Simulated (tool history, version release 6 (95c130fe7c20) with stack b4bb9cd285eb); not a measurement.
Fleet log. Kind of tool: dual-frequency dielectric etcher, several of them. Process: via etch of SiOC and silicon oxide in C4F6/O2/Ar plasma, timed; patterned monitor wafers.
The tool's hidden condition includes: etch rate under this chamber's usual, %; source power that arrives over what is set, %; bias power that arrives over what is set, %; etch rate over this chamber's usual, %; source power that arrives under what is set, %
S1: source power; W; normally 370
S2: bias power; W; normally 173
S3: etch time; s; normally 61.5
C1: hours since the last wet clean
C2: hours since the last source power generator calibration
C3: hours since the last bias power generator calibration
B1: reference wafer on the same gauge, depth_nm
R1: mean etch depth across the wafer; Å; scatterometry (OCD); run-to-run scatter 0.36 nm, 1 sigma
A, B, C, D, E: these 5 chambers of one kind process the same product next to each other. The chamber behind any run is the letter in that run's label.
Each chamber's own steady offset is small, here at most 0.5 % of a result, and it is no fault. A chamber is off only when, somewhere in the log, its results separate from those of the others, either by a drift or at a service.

run,hour,S1,S2,S3,C1,C2,C3,B1,R1
1D,10.4,370,173,61.5,338.6,944.8,2171,73.952,670.66
2C,16.7,370,173,61.5,150.2,1133.5,1883.8,73.933,661.28
# hour 28: chamber A: wet clean of the chamber
3E,28.2,370,173,61.5,71.4,369.9,4304.4,73.928,664
# hour 32.7: chamber E: bias power generator calibrated
4A,36.9,370,173,61.5,8.9,3034.4,3641.7,74.063,660.86
5B,46.9,370,173,61.5,211.1,708.3,373,73.96,667.5
# hour 54.4: chamber D: wet clean of the chamber
6D,58.7,370,173,55,4.3,993.1,2219.3,73.941,596.22
7A,65.5,370,173,55,37.5,3063,3670.3,73.955,590.08
8C,76.5,370,173,55,210,1193.3,1943.6,74.052,591.49
9E,83.9,370,173,55,127.1,425.6,51.2,73.981,594.27
10B,91.1,370,173,55,255.3,752.5,417.2,74.026,591.94
11E,100.2,370,173,61.5,143.4,441.9,67.5,74.027,664.52
12A,110,440,173,61.5,82,3107.5,3714.8,73.944,710.78
13B,119.5,440,173,61.5,283.7,780.9,445.6,73.969,711.22
# hour 120.7: chamber A: source power generator calibrated
14C,133.7,440,173,61.5,267.2,1250.5,2000.8,73.998,717.2
15D,141.2,440,173,61.5,86.8,1075.6,2301.8,73.947,712.34
16B,155.1,440,173,61.5,319.3,816.5,481.2,74.087,712.98
17A,162.6,370,173,61.5,134.6,41.9,3767.4,73.953,657.16
18C,171,410,132,61.5,304.5,1287.8,2038.1,74.072,642.06
19E,183.9,410,132,61.5,227.1,525.6,151.2,74.059,636.34
20D,194.7,410,132,61.5,140.3,1129.1,2355.3,74.033,641.58
21E,208.5,410,132,61.5,251.7,550.2,175.8,73.88,639.72
22C,222.2,410,132,61.5,355.7,1339,2089.3,73.986,649.31
23A,233.4,430,173,61.5,205.4,112.7,3838.2,73.93,702.51
24D,245.2,430,173,61.5,190.8,1179.6,2405.8,74.004,704.8
25B,255,430,173,61.5,419.2,916.4,581.1,73.932,696.23
26D,262.7,430,173,61.5,208.3,1197.1,2423.3,74.008,707.04
27C,269.3,430,173,61.5,402.8,1386.1,2136.4,73.915,721.85
# hour 278.6: chamber B: wet clean of the chamber
28A,279.4,370,173,61.5,251.4,158.7,3884.2,74.006,660.62
# hour 283.8: chamber E: wet clean of the chamber
29E,293.5,370,173,61.5,9.7,635.2,260.8,74.001,665.4
30B,305.3,450,173,69,26.8,966.7,631.4,74.01,803.57
31B,312.5,450,173,69,34,973.9,638.6,74.067,802.48
32A,325.5,450,173,69,297.5,204.8,3930.3,74.04,799.79
33E,335.3,450,173,69,51.5,677,302.6,74.021,804.9
34D,349.3,450,173,69,294.9,1283.7,2509.9,74.017,805.48
35C,359.7,330,138,61.5,493.2,1476.5,2226.8,73.955,612.51
36A,369,330,138,61.5,341,248.3,3973.8,74.039,589.68
37C,375.4,330,138,61.5,508.9,1492.2,2242.5,73.901,607.22
38E,387.3,330,138,61.5,103.5,729,354.6,74.083,593.2

Is one chamber out of step, is the gauge drifting, or do the chambers differ by no more than their own small offsets? For an off chamber, give its letter and the likeliest cause.

Little by little, chamber C moves away from the other chambers.
Cause: etch rate over this chamber's usual, % = 3.76.

Chamber C could run next with any of the 4 candidate recipes listed below; each alters the usual settings, and their results appear as question marks. Which one brings its results back in line with what the other chambers deliver on the usual settings?
In line means no further than this from the other chambers' mean on the usual settings: R1 13 Å
39C-1,397.8,370,174,63.5,,,,,?
39C-2,397.8,370,170,57.5,,,,,?
39C-3,397.8,370,153,61.5,,,,,?
39C-4,397.8,380,175,65.5,,,,,?

Mean of the other chambers on the usual settings: R1 664.97 Å
run,R1
39C-1,713.75
39C-2,641.58
39C-3,664.07
39C-4,745.3
39C-3 puts the chamber back in line with the other chambers.
